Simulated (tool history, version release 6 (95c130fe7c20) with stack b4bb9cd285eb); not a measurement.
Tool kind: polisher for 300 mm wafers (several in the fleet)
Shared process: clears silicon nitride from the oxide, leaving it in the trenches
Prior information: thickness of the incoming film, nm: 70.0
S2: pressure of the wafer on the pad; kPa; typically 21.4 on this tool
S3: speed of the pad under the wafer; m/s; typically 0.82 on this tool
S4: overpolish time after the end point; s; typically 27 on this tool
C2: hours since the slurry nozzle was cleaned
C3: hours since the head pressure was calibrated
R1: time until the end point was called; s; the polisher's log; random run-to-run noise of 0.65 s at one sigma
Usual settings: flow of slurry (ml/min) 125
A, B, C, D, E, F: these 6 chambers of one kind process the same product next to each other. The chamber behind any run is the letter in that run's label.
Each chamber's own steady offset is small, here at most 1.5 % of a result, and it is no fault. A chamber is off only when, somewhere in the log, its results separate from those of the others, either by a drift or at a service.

At hour 7.6: chamber B: worn pad replaced by a new one.
Run 1E, hour 11.4: usual settings; wafers polished on this pad 617; C2 62.1; C3 396.9. Result: R1 80.167 s.
Run 2B, hour 19.1: usual settings; wafers polished on this pad 143; C2 509.8; C3 811.7. Result: R1 79.746 s.
At hour 31.4: chamber F: worn pad replaced by a new one.
Run 3D, hour 34.8: usual settings; wafers polished on this pad 619; C2 282.6; C3 894.8. Result: R1 79.243 s.
At hour 35.4: chamber D: slurry nozzle cleaned.
At hour 42.9: chamber A: worn pad replaced by a new one.
Run 4C, hour 46.5: usual settings; wafers polished on this pad 1202; C2 342.7; C3 298.6. Result: R1 79.608 s.
At hour 46.7: chamber C: head pressure recalibrated.
At hour 47.1: chamber C: worn pad replaced by a new one.
At hour 60.1: chamber E: worn pad replaced by a new one.
Run 5F, hour 60.2: usual settings; wafers polished on this pad 360; C2 272.4; C3 643.2. Result: R1 79.979 s.
Run 6A, hour 76.2: usual settings; wafers polished on this pad 415; C2 957.3; C3 561.3. Result: R1 79.783 s.
At hour 84.4: chamber D: worn pad replaced by a new one.
Run 7C, hour 87.3: usual settings; wafers polished on this pad 502; C2 383.5; C3 40.7. Result: R1 80.178 s.
At hour 95.2: chamber A: slurry nozzle cleaned.
Run 8E, hour 100: usual settings but flow of slurry (ml/min) 110, S3 0.96 m/s; wafers polished on this pad 498; C2 150.7; C3 485.5. Result: R1 70.118 s.
Run 9B, hour 109.8: usual settings but flow of slurry (ml/min) 110, S3 0.96 m/s; wafers polished on this pad 1275; C2 600.5; C3 902.4. Result: R1 70.588 s.
At hour 113.9: chamber B: worn pad replaced by a new one.
At hour 114: chamber F: worn pad replaced by a new one.
Run 10A, hour 119.4: usual settings but flow of slurry (ml/min) 110, S3 0.96 m/s; wafers polished on this pad 954; C2 24.2; C3 604.5. Result: R1 69.735 s.
Run 11D, hour 128.1: usual settings but flow of slurry (ml/min) 110, S3 0.96 m/s; wafers polished on this pad 545; C2 92.7; C3 988.1. Result: R1 71.367 s.
Run 12F, hour 136.9: usual settings but flow of slurry (ml/min) 110, S3 0.96 m/s; wafers polished on this pad 285; C2 349.1; C3 719.9. Result: R1 71.013 s.
At hour 141.4: chamber C: worn pad replaced by a new one.
At hour 141.5: chamber E: worn pad replaced by a new one.
At hour 142.7: chamber B: head pressure recalibrated.
Run 13F, hour 146.2: usual settings but flow of slurry (ml/min) 110, S3 0.96 m/s; wafers polished on this pad 401; C2 358.4; C3 729.2. Result: R1 71.07 s.
At hour 148.9: chamber A: worn pad replaced by a new one.
Run 14C, hour 158.2: usual settings; wafers polished on this pad 210; C2 454.4; C3 111.6. Result: R1 80.6 s.
Run 15E, hour 169.9: usual settings but flow of slurry (ml/min) 160, S4 33 s; wafers polished on this pad 354; C2 220.6; C3 555.4. Result: R1 74.833 s.
At hour 172.5: chamber B: slurry nozzle cleaned.
At hour 176.2: chamber E: head pressure recalibrated.
At hour 178.2: chamber D: worn pad replaced by a new one.
Run 16D, hour 184.7: usual settings but flow of slurry (ml/min) 160, S4 33 s; wafers polished on this pad 82; C2 149.3; C3 1044.7. Result: R1 77.36 s.
Run 17A, hour 195.9: usual settings but flow of slurry (ml/min) 160, S4 33 s; wafers polished on this pad 587; C2 100.7; C3 681. Result: R1 76.589 s.
At hour 197.2: chamber F: worn pad replaced by a new one.
Run 18B, hour 207: usual settings but flow of slurry (ml/min) 160, S4 33 s; wafers polished on this pad 1161; C2 34.5; C3 64.4. Result: R1 68.356 s.
At hour 209.8: chamber B: worn pad replaced by a new one.
Run 19F, hour 222.4: usual settings but flow of slurry (ml/min) 160, S4 33 s; wafers polished on this pad 315; C2 434.6; C3 805.4. Result: R1 76.09 s.
Run 20A, hour 230.2: usual settings but flow of slurry (ml/min) 160, S4 33 s; wafers polished on this pad 1014; C2 135; C3 715.3. Result: R1 74.793 s.
At hour 233.3: chamber E: worn pad replaced by a new one.
At hour 238.6: chamber E: slurry nozzle cleaned.
Run 21C, hour 240.2: usual settings; wafers polished on this pad 1233; C2 536.4; C3 193.6. Result: R1 79.639 s.
At hour 242: chamber C: worn pad replaced by a new one.
At hour 243.6: chamber A: worn pad replaced by a new one.
Run 22D, hour 254.1: usual settings; wafers polished on this pad 947; C2 218.7; C3 1114.1. Result: R1 79.493 s.
Run 23B, hour 270.2: usual settings; wafers polished on this pad 753; C2 97.7; C3 127.6. Result: R1 72.553 s.
At hour 273.5: chamber D: worn pad replaced by a new one.
Run 24E, hour 285.5: usual settings; wafers polished on this pad 651; C2 47; C3 109.3. Result: R1 80.755 s.
Run 25B, hour 293: usual settings; wafers polished on this pad 1038; C2 120.5; C3 150.4. Result: R1 72.354 s.
Run 26C, hour 303.5: usual settings but S2 18.6 kPa; wafers polished on this pad 767; C2 599.7; C3 256.9. Result: R1 91.333 s.
At hour 303.8: chamber F: worn pad replaced by a new one.
At hour 311.7: chamber B: worn pad replaced by a new one.
Run 27D, hour 315: usual settings but S2 18.6 kPa; wafers polished on this pad 518; C2 279.6; C3 1175. Result: R1 92.862 s.
Run 28F, hour 324.6: usual settings but S2 18.6 kPa; wafers polished on this pad 260; C2 536.8; C3 907.6. Result: R1 91.2 s.
At hour 335.6: chamber E: worn pad replaced by a new one.
Run 29E, hour 339.4: usual settings but S2 18.6 kPa; wafers polished on this pad 48; C2 100.9; C3 163.2. Result: R1 92.326 s.
At hour 343.7: chamber C: worn pad replaced by a new one.
At hour 346.1: chamber A: worn pad replaced by a new one.
Run 30A, hour 348.5: usual settings but S2 18.6 kPa; wafers polished on this pad 30; C2 253.3; C3 833.6. Result: R1 91.817 s.
At hour 350.3: chamber D: slurry nozzle cleaned.
At hour 355.6: chamber D: worn pad replaced by a new one.
Run 31F, hour 362.3: usual settings but S2 18.6 kPa; wafers polished on this pad 730; C2 574.5; C3 945.3. Result: R1 91.46 s.
Run 32B, hour 378: usual settings; wafers polished on this pad 827; C2 205.5; C3 235.4. Result: R1 72.206 s.
Run 33C, hour 385.7: usual settings; wafers polished on this pad 524; C2 681.9; C3 339.1. Result: R1 78.838 s.
Run 34E, hour 400.5: usual settings but flow of slurry (ml/min) 145; wafers polished on this pad 810; C2 162; C3 224.3. Result: R1 79.024 s.
Run 35A, hour 416.7: usual settings but flow of slurry (ml/min) 145; wafers polished on this pad 880; C2 321.5; C3 901.8. Result: R1 77.046 s.
At hour 419.5: chamber D: head pressure recalibrated.
Run 36D, hour 428.6: usual settings but flow of slurry (ml/min) 145; wafers polished on this pad 910; C2 78.3; C3 9.2. Result: R1 78.969 s.
At hour 429.7: chamber C: worn pad replaced by a new one.
At hour 433.1: chamber C: head pressure recalibrated.
At hour 442.4: chamber A: worn pad replaced by a new one.
Run 37A, hour 442.9: usual settings but flow of slurry (ml/min) 145; wafers polished on this pad 7; C2 347.7; C3 928. Result: R1 77.536 s.
At hour 447.6: chamber D: worn pad replaced by a new one.
Run 38D, hour 457.4: usual settings but flow of slurry (ml/min) 145; wafers polished on this pad 122; C2 107.1; C3 38. Result: R1 79.681 s.
Run 39C, hour 466.3: usual settings but flow of slurry (ml/min) 145; wafers polished on this pad 457; C2 762.5; C3 33.3. Result: R1 78.459 s.

All chambers now run identical settings, listed one chamber a line with results as question marks. What results will each chamber show?
Run 40A, hour 477.9: usual settings but S2 19.3 kPa. Result: R1 ?.
Run 40B, hour 477.9: usual settings but S2 19.3 kPa. Result: R1 ?.
Run 40C, hour 477.9: usual settings but S2 19.3 kPa. Result: R1 ?.
Run 40D, hour 477.9: usual settings but S2 19.3 kPa. Result: R1 ?.
Run 40E, hour 477.9: usual settings but S2 19.3 kPa. Result: R1 ?.
Run 40F, hour 477.9: usual settings but S2 19.3 kPa. Result: R1 ?.

run      R1
40A  88.948
40B  79.178
40C  89.651
40D  88.703
40E  89.413
40F  88.927

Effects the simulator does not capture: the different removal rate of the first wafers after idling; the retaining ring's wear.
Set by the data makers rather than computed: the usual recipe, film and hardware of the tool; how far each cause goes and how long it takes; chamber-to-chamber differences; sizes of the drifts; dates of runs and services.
